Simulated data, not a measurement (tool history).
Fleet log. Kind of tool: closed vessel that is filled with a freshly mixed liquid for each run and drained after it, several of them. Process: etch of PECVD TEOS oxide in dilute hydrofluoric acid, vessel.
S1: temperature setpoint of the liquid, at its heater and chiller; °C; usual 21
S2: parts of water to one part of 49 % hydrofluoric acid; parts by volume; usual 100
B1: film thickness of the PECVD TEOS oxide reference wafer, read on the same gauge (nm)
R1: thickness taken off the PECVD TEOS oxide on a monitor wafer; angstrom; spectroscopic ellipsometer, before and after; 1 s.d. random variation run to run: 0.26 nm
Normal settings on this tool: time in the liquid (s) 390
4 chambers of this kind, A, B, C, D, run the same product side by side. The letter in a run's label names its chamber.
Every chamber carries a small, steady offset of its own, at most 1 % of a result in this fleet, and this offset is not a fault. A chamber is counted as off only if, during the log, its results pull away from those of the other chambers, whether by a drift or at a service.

Run 1A, hour 10.6: usual settings; B1 130. Result: R1 476.1 angstrom.
Run 2C, hour 18.8: usual settings; B1 130. Result: R1 469.78 angstrom.
Run 3B, hour 29.4: usual settings; B1 130.02. Result: R1 474.48 angstrom.
Run 4D, hour 36.6: usual settings; B1 130.01. Result: R1 467.96 angstrom.
Run 5A, hour 45.2: usual settings; B1 130.02. Result: R1 475 angstrom.
Run 6B, hour 53.6: usual settings; B1 129.99. Result: R1 476.37 angstrom.
Run 7D, hour 59.1: usual settings; B1 130. Result: R1 474.81 angstrom.
Run 8C, hour 70.1: usual settings; B1 130.05. Result: R1 470.71 angstrom.
Run 9A, hour 77: usual settings but S1 18 °C, S2 55 parts by volume; B1 130.02. Result: R1 796.85 angstrom.
Run 10B, hour 83.3: usual settings but S1 18 °C, S2 55 parts by volume; B1 129.98. Result: R1 800.87 angstrom.
Run 11C, hour 92.5: usual settings but S1 18 °C, S2 55 parts by volume; B1 129.96. Result: R1 794.9 angstrom.
Run 12D, hour 100.7: usual settings but S1 18 °C, S2 55 parts by volume; B1 129.99. Result: R1 803.22 angstrom.
Run 13D, hour 110.8: usual settings; B1 130. Result: R1 471.83 angstrom.
Run 14A, hour 119.9: usual settings; B1 130.02. Result: R1 481.84 angstrom.
Run 15C, hour 128.5: usual settings; B1 129.96. Result: R1 471.58 angstrom.
Run 16B, hour 134.3: usual settings; B1 130.02. Result: R1 478.92 angstrom.
Run 17B, hour 141.1: usual settings; B1 129.99. Result: R1 477.06 angstrom.
Run 18C, hour 146.7: usual settings; B1 130. Result: R1 470.79 angstrom.
Run 19A, hour 151.6: usual settings; B1 130. Result: R1 489.92 angstrom.
Run 20D, hour 160.1: usual settings; B1 130.01. Result: R1 469.33 angstrom.
Run 21B, hour 167.1: usual settings; B1 129.99. Result: R1 474.84 angstrom.
Run 22A, hour 177.5: usual settings; B1 129.99. Result: R1 488.24 angstrom.
Run 23C, hour 182.6: usual settings; B1 129.99. Result: R1 471.07 angstrom.
Run 24D, hour 191.7: usual settings but S2 145 parts by volume; B1 130.01. Result: R1 308.78 angstrom.
Run 25B, hour 200.1: usual settings but S2 145 parts by volume; B1 130.02. Result: R1 316.26 angstrom.
Run 26A, hour 205.2: usual settings but S2 145 parts by volume; B1 129.99. Result: R1 330.51 angstrom.
Run 27C, hour 216: usual settings but S2 145 parts by volume; B1 129.98. Result: R1 310.76 angstrom.
Run 28D, hour 225.2: usual settings; B1 129.98. Result: R1 477 angstrom.
Run 29B, hour 231.5: usual settings but S2 140 parts by volume; B1 130. Result: R1 323.57 angstrom.
Run 30D, hour 239.6: usual settings but S2 140 parts by volume; B1 130.01. Result: R1 320.67 angstrom.
Run 31C, hour 248.4: usual settings but S2 140 parts by volume; B1 130.03. Result: R1 324.43 angstrom.
Run 32A, hour 256.4: usual settings but S2 140 parts by volume; B1 130. Result: R1 343.71 angstrom.
Run 33B, hour 263.2: usual settings; B1 130.03. Result: R1 480.36 angstrom.
Run 34D, hour 272.6: usual settings; B1 129.98. Result: R1 473.62 angstrom.

Read the log: is a single chamber off, either drifting away or since a service, is the gauge that measures every chamber drifting, or is nothing wrong beyond small per-chamber offsets? Name any odd chamber and what most likely caused it.

It is chamber A that slowly wanders off from its peers.
What lies behind it: hydrofluoric acid flow above the setpoint (%) = 6.48.
Not necessarily distinguishable in this log from: liquid hotter than its thermometer reads (K).

Here are 4 candidates for chamber A's next run, each the usual settings with a change, their results left as question marks. Which one brings its results back in line with what the others give on the usual settings?
To be in line, a result may differ from the other chambers' mean on the usual settings by at most: R1 9.2 angstrom
Run 35A-1, hour 280.7: usual settings but S1 19.5 °C. Result: R1 ?.
Run 35A-2, hour 280.7: usual settings but time in the liquid (s) 380. Result: R1 ?.
Run 35A-3, hour 280.7: usual settings but time in the liquid (s) 400. Result: R1 ?.
Run 35A-4, hour 280.7: usual settings but time in the liquid (s) 415. Result: R1 ?.

Usual-settings mean across the other chambers: R1 474.79 angstrom
  run      R1
35A-1   476.1
35A-2  493.21
35A-3  519.17
35A-4  538.64
35A-1 puts the chamber back in line with the other chambers.
